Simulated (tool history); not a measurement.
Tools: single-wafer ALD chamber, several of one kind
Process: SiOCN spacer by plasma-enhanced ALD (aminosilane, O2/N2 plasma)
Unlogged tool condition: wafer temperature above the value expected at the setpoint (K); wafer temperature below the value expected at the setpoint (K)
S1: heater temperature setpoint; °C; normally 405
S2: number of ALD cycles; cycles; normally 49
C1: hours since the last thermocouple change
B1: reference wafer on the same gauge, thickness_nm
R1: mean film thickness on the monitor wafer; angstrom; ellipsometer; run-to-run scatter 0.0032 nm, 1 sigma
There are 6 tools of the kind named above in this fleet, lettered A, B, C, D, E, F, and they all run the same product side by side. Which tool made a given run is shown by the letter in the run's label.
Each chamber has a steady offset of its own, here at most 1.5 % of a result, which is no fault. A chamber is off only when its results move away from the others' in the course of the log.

{"run": "1F", "hour": 12.1, "S1": 405, "S2": 49, "C1": 930.0, "B1": 3.0508, "R1": 28.826}
{"run": "2C", "hour": 24.7, "S1": 405, "S2": 49, "C1": 705.0, "B1": 3.0512, "R1": 29.308}
{"run": "3D", "hour": 36.8, "S1": 405, "S2": 49, "C1": 2286.6, "B1": 3.0515, "R1": 28.754}
{"run": "4B", "hour": 43.5, "S1": 405, "S2": 49, "C1": 1021.7, "B1": 3.0523, "R1": 28.993}
{"run": "5A", "hour": 57.1, "S1": 405, "S2": 49, "C1": 1528.9, "B1": 3.0531, "R1": 29.206}
{"run": "6E", "hour": 67.4, "S1": 405, "S2": 49, "C1": 152.8, "B1": 3.0523, "R1": 29.257}
{"run": "7B", "hour": 79.8, "S1": 405, "S2": 49, "C1": 1058.0, "B1": 3.052, "R1": 29.061}
{"run": "8D", "hour": 89.3, "S1": 410, "S2": 41, "C1": 2339.1, "B1": 3.0532, "R1": 23.729}
{"run": "9C", "hour": 98.1, "S1": 410, "S2": 41, "C1": 778.4, "B1": 3.0532, "R1": 24.144}
{"run": "10E", "hour": 105.4, "S1": 410, "S2": 41, "C1": 190.8, "B1": 3.0536, "R1": 24.116}
{"run": "11A", "hour": 115.8, "S1": 410, "S2": 41, "C1": 1587.6, "B1": 3.0536, "R1": 24.166}
{"run": "12F", "hour": 122.4, "S1": 410, "S2": 41, "C1": 1040.3, "B1": 3.0546, "R1": 23.791}
{"run": "13B", "hour": 134.0, "S1": 410, "S2": 41, "C1": 1112.2, "B1": 3.0543, "R1": 23.942}
{"run": "14F", "hour": 146.4, "S1": 405, "S2": 49, "C1": 1064.3, "B1": 3.0551, "R1": 28.97}
{"run": "15A", "hour": 158.4, "S1": 405, "S2": 49, "C1": 1630.2, "B1": 3.0552, "R1": 29.281}
{"run": "16D", "hour": 165.8, "S1": 405, "S2": 49, "C1": 2415.6, "B1": 3.0552, "R1": 28.772}
{"run": "17C", "hour": 174.6, "S1": 419, "S2": 40, "C1": 854.9, "B1": 3.0548, "R1": 22.904}
{"run": "18E", "hour": 182.0, "S1": 419, "S2": 40, "C1": 267.4, "B1": 3.056, "R1": 22.871}
{"run": "19C", "hour": 194.9, "S1": 419, "S2": 40, "C1": 875.2, "B1": 3.0569, "R1": 22.88}
{"run": "20A", "hour": 207.8, "S1": 419, "S2": 40, "C1": 1679.6, "B1": 3.0563, "R1": 22.916}
{"run": "21F", "hour": 217.1, "S1": 419, "S2": 40, "C1": 1135.0, "B1": 3.0569, "R1": 22.648}
{"run": "22E", "hour": 227.2, "S1": 419, "S2": 40, "C1": 312.6, "B1": 3.0578, "R1": 22.892}
{"run": "23B", "hour": 233.4, "S1": 405, "S2": 49, "C1": 1211.6, "B1": 3.0584, "R1": 29.115}
{"hour": 234.6, "done": "chamber D: thermocouple changed; heater temperature recalibrated"}
{"run": "24D", "hour": 240.4, "S1": 405, "S2": 49, "C1": 5.8, "B1": 3.0577, "R1": 28.87}
{"run": "25E", "hour": 248.3, "S1": 405, "S2": 49, "C1": 333.7, "B1": 3.0584, "R1": 29.216}
{"run": "26C", "hour": 254.6, "S1": 405, "S2": 49, "C1": 934.9, "B1": 3.0579, "R1": 29.354}
{"run": "27A", "hour": 266.2, "S1": 405, "S2": 49, "C1": 1738.0, "B1": 3.0584, "R1": 29.344}
{"run": "28B", "hour": 273.1, "S1": 405, "S2": 49, "C1": 1251.3, "B1": 3.0594, "R1": 29.063}
{"run": "29D", "hour": 283.7, "S1": 405, "S2": 49, "C1": 49.1, "B1": 3.0596, "R1": 28.905}
{"run": "30F", "hour": 296.7, "S1": 405, "S2": 49, "C1": 1214.6, "B1": 3.0586, "R1": 28.903}
{"run": "31A", "hour": 310.0, "S1": 405, "S2": 49, "C1": 1781.8, "B1": 3.0608, "R1": 29.366}
{"run": "32B", "hour": 317.8, "S1": 415, "S2": 44, "C1": 1296.0, "B1": 3.0598, "R1": 25.344}
{"run": "33C", "hour": 325.3, "S1": 415, "S2": 44, "C1": 1005.6, "B1": 3.0614, "R1": 25.545}
{"run": "34D", "hour": 333.2, "S1": 415, "S2": 44, "C1": 98.6, "B1": 3.0613, "R1": 25.125}
{"run": "35E", "hour": 346.1, "S1": 415, "S2": 44, "C1": 431.5, "B1": 3.0613, "R1": 25.546}
{"hour": 350.2, "done": "chamber F: thermocouple changed; heater temperature recalibrated"}
{"run": "36F", "hour": 359.2, "S1": 415, "S2": 44, "C1": 9.1, "B1": 3.0625, "R1": 25.265}
{"run": "37E", "hour": 371.4, "S1": 415, "S2": 44, "C1": 456.8, "B1": 3.0629, "R1": 25.533}
{"run": "38B", "hour": 377.4, "S1": 405, "S2": 49, "C1": 1355.6, "B1": 3.0625, "R1": 29.124}
{"run": "39F", "hour": 388.5, "S1": 405, "S2": 49, "C1": 38.4, "B1": 3.0629, "R1": 29.04}
{"run": "40D", "hour": 400.4, "S1": 405, "S2": 49, "C1": 165.8, "B1": 3.0626, "R1": 28.913}
{"run": "41A", "hour": 411.2, "S1": 405, "S2": 49, "C1": 1883.0, "B1": 3.0629, "R1": 29.41}

Read the log: is a single chamber off, either drifting away or since a service, is the gauge that measures every chamber drifting, or is nothing wrong beyond small per-chamber offsets? Name any odd chamber and what most likely caused it.

Every chamber seems to shift together because the gauge that measures them all drifts; the chambers themselves are fine.
Likeliest cause: gauge reads high (%) = 0.456.
